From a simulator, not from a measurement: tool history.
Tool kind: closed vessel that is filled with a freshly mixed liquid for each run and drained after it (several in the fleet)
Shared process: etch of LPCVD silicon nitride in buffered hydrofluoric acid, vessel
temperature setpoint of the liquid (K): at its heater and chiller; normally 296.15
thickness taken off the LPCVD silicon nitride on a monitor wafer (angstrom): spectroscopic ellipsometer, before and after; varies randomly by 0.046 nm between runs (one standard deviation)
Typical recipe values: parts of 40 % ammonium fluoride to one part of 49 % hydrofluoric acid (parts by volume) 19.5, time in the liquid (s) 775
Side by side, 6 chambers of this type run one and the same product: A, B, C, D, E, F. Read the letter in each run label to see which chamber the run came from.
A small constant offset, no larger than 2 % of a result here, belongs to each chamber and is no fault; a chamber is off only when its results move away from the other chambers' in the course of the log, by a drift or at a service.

run   hour  temperature setpoint of the liquid (K)  parts of 40 % ammonium fluoride to one part of 49 % hydrofluoric acid (parts by volume)  time in the liquid (s)  read-back film thickness of the LPCVD silicon nitride reference wafer, read on the same gauge (nm)  thickness taken off the LPCVD silicon nitride on a monitor wafer (angstrom)
 1D    5.2                                  296.15                                                                                     19.5                     775                                                                                              70.014                                                                       53.540
 2A   10.4                                  296.15                                                                                     19.5                     775                                                                                              69.982                                                                       53.318
 3C   13.9                                  296.15                                                                                     19.5                     775                                                                                              70.026                                                                       52.315
 4B   19.1                                  296.15                                                                                     19.5                     775                                                                                              70.023                                                                       52.019
 5F   24.4                                  296.15                                                                                     19.5                     775                                                                                              69.964                                                                       52.474
 6E   29.7                                  296.15                                                                                     19.5                     775                                                                                              69.970                                                                       53.156
 7C   33.5                                  296.15                                                                                     19.5                     775                                                                                              69.994                                                                       52.937
 8D   36.4                                  296.15                                                                                     19.5                     775                                                                                              70.028                                                                       53.379
 9F   40.8                                  292.15                                                                                     19.5                     545                                                                                              69.967                                                                       30.076
10B   44.2                                  292.15                                                                                     19.5                     545                                                                                              70.030                                                                       28.858
11E   49.3                                  292.15                                                                                     19.5                     545                                                                                              70.006                                                                       29.384
12A   54.2                                  292.15                                                                                     19.5                     545                                                                                              70.013                                                                       29.834
13C   59.2                                  292.15                                                                                     19.5                     545                                                                                              70.013                                                                       29.648
      60.0  -- chamber E: hydrofluoric acid flow meter replaced
14F   62.3                                  292.15                                                                                     19.5                     545                                                                                              70.013                                                                       29.579
15B   67.3                                  296.15                                                                                     19.5                     775                                                                                              70.018                                                                       50.820
16E   69.9                                  296.15                                                                                     19.5                     775                                                                                              70.058                                                                       52.280
17D   72.3                                  296.15                                                                                     19.5                     775                                                                                              70.006                                                                       52.544
18A   76.4                                  296.15                                                                                     19.5                     775                                                                                              70.015                                                                       53.775
19E   79.6                                  296.15                                                                                     19.5                     775                                                                                              70.045                                                                       52.299
20D   82.0                                  296.15                                                                                     19.5                     775                                                                                              69.960                                                                       53.951
21F   87.3                                  296.15                                                                                     19.5                     775                                                                                              70.001                                                                       53.331
22A   90.1                                  296.15                                                                                     19.5                     775                                                                                              70.005                                                                       52.696
23B   94.7                                  296.15                                                                                     19.5                     775                                                                                              69.972                                                                       49.776
24C   99.6                                  296.15                                                                                     19.5                     775                                                                                              69.987                                                                       52.388
25B  103.9                                  296.15                                                                                     19.5                     775                                                                                              69.981                                                                       50.707
26E  107.0                                  296.15                                                                                     19.5                     775                                                                                              69.935                                                                       51.894
27D  109.5                                  296.15                                                                                     19.5                     775                                                                                              70.031                                                                       53.525
28C  114.7                                  296.15                                                                                     25.5                     775                                                                                              70.042                                                                       42.634
29A  118.3                                  296.15                                                                                     25.5                     775                                                                                              70.030                                                                       43.484
30F  122.6                                  296.15                                                                                     25.5                     775                                                                                              69.993                                                                       43.256
31F  125.5                                  296.15                                                                                     25.5                     775                                                                                              69.988                                                                       43.884
32E  130.6                                  296.15                                                                                     25.5                     775                                                                                              70.031                                                                       43.639
33A  133.1                                  296.15                                                                                     25.5                     775                                                                                              69.976                                                                       43.000
34B  137.1                                  291.15                                                                                     26.0                     775                                                                                              70.004                                                                       30.131
35C  142.2                                  291.15                                                                                     26.0                     775                                                                                              69.995                                                                       32.015
36D  147.4                                  291.15                                                                                     26.0                     775                                                                                              69.971                                                                       33.820

Does one chamber stand apart from the rest, does the shared gauge drift, or is all well apart from small per-chamber offsets? Give the chamber and the most likely cause, where there is one.

One chamber, B, drifts off from the rest bit by bit.
What lies behind it: liquid colder than its thermometer reads (K) = 1.29.
It could be hard to tell apart here from: hydrofluoric acid flow below the setpoint (%).

Below are 4 candidate recipes for chamber B's next run, each the usual settings with a change, their results shown as question marks. Which of them brings B's results back in line with what the other chambers give on the usual settings?
To be in line, a result may differ from the other chambers' mean on the usual settings by at most: thickness taken off the LPCVD silicon nitride on a monitor wafer (angstrom) 1.600
37B-1  151.3                                  296.15                                                                                     20.0                     725                                                                                                                                                                                ?
37B-2  151.3                                  296.15                                                                                     20.0                     775                                                                                                                                                                                ?
37B-3  151.3                                  296.15                                                                                     19.0                     815                                                                                                                                                                                ?
37B-4  151.3                                  296.15                                                                                     19.0                     775                                                                                                                                                                                ?

On the usual settings, the other chambers give on average: thickness taken off the LPCVD silicon nitride on a monitor wafer (angstrom) 52.992
  run  thickness taken off the LPCVD silicon nitride on a monitor wafer (angstrom)
37B-1                                                                       43.908
37B-2                                                                       46.936
37B-3                                                                       51.910
37B-4                                                                       49.362
The answer is 37B-3, which returns the chamber to within the allowed miss of the others.
